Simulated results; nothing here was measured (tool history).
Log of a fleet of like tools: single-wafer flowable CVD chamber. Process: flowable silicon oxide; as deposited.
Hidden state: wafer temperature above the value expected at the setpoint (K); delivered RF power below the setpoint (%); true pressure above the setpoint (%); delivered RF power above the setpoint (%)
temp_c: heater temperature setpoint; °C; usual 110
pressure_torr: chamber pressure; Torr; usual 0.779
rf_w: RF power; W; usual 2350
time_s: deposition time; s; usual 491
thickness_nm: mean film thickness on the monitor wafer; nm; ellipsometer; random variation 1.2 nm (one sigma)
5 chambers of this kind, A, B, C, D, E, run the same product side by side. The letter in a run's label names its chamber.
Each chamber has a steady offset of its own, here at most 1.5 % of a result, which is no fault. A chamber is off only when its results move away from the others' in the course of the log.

run	hour	temp_c	pressure_torr	rf_w	time_s	hours since the last thermocouple change	hours since the last RF generator calibration	hours since the last manometer calibration	read-back reference wafer on the same gauge, thickness_nm	thickness_nm
1C	4.9	110	0.779	2350	491	1103.5	1435.4	207.1	250.02	214.27
2B	10.1	110	0.779	2350	491	1644.2	88.4	1449.1	249.86	215.81
3A	13.7	110	0.779	2350	491	19.3	586.2	791.0	249.92	213.63
4E	18.4	110	0.779	2350	491	98.2	1991.9	1455.9	250.07	211.13
5D	22.4	110	0.779	2350	491	757.8	532.9	487.6	249.99	212.21
6E	25.2	110	0.779	2350	557	105.0	1998.7	1462.7	250.04	238.38
7A	28.0	110	0.779	2350	557	33.6	600.5	805.3	249.97	242.43
8C	31.7	110	0.779	2350	557	1130.3	1462.2	233.9	249.92	244.22
9D	35.5	110	0.779	2350	557	770.9	546.0	500.7	250.08	240.92
10B	41.2	110	0.779	2350	557	1675.3	119.5	1480.2	250.01	245.31
11A	47.1	110	0.779	2350	491	52.7	619.6	824.4	250.00	211.83
12D	50.7	110	0.779	2350	491	786.1	561.2	515.9	249.89	214.51
13B	56.2	110	0.779	2350	491	1690.3	134.5	1495.2	249.52	213.23
14C	60.3	110	0.779	2350	491	1158.9	1490.8	262.5	250.11	213.71
15E	64.9	110	0.779	2350	491	144.7	2038.4	1502.4	250.29	210.53
16C	69.3	110	0.779	2350	491	1167.9	1499.8	271.5	249.89	214.47
17A	74.4	110	0.779	2350	491	80.0	646.9	851.7	250.05	215.84
18D	77.9	110	0.779	2350	491	813.3	588.4	543.1	250.01	213.48
19E	81.5	110	0.779	2350	491	161.3	2055.0	1519.0	250.00	210.32
20B	85.6	110	0.624	2350	491	1719.7	163.9	1524.6	250.23	155.52
21D	91.0	110	0.624	2350	491	826.4	601.5	556.2	249.80	157.82
22A	97.0	110	0.624	2350	491	102.6	669.5	874.3	250.01	158.03
23B	100.3	110	0.624	2350	491	1734.4	178.6	1539.3	249.90	154.25
# hour 101.5: chamber E: RF generator calibrated
24E	103.6	110	0.624	2350	491	183.4	2.1	1541.1	249.63	156.07
25C	106.5	110	0.606	2350	491	1205.1	1537.0	308.7	250.09	151.89
26C	111.1	110	0.606	2350	491	1209.7	1541.6	313.3	250.12	152.78
27D	117.2	110	0.606	2350	491	852.6	627.7	582.4	249.88	150.49
28E	122.8	110	0.606	2350	491	202.6	21.3	1560.3	249.99	148.35
29B	128.7	110	0.606	2350	491	1762.8	207.0	1567.7	249.93	147.87
30A	132.7	110	0.779	2350	491	138.3	705.2	910.0	250.13	213.64
31D	138.4	110	0.604	1910	491	873.8	648.9	603.6	250.20	143.79
32A	142.1	110	0.604	1910	491	147.7	714.6	919.4	249.87	146.78
33C	147.2	110	0.604	1910	491	1245.8	1577.7	349.4	249.93	147.31
34B	150.5	110	0.604	1910	491	1784.6	228.8	1589.5	249.63	138.41

What goes on in this fleet: one chamber off, a drifting gauge, or nothing beyond the chambers' own small offsets? Name the chamber and the cause, if any.

Chamber B drifts away from the others.
Cause: wafer temperature above the value expected at the setpoint (K) = 1.91.
The log may not tell that from: true pressure below the setpoint (%).

Here are 4 candidates for chamber B's next run, each the usual settings with a change, their results left as question marks. Which one brings its results back in line with what the others give on the usual settings?
In line means no further than this from the other chambers' mean on the usual settings: thickness_nm 4.30 nm
35B-1	154.9	111	0.770	2350	488					?
35B-2	154.9	110	0.779	2055	491					?
35B-3	154.9	110	0.803	2355	498					?
35B-4	154.9	110	0.779	2350	500					?

The other chambers' mean on the usual settings: thickness_nm 212.67 nm
run	thickness_nm
35B-1	190.89
35B-2	196.75
35B-3	212.40
35B-4	204.94
35B-3 brings the chamber back in line.

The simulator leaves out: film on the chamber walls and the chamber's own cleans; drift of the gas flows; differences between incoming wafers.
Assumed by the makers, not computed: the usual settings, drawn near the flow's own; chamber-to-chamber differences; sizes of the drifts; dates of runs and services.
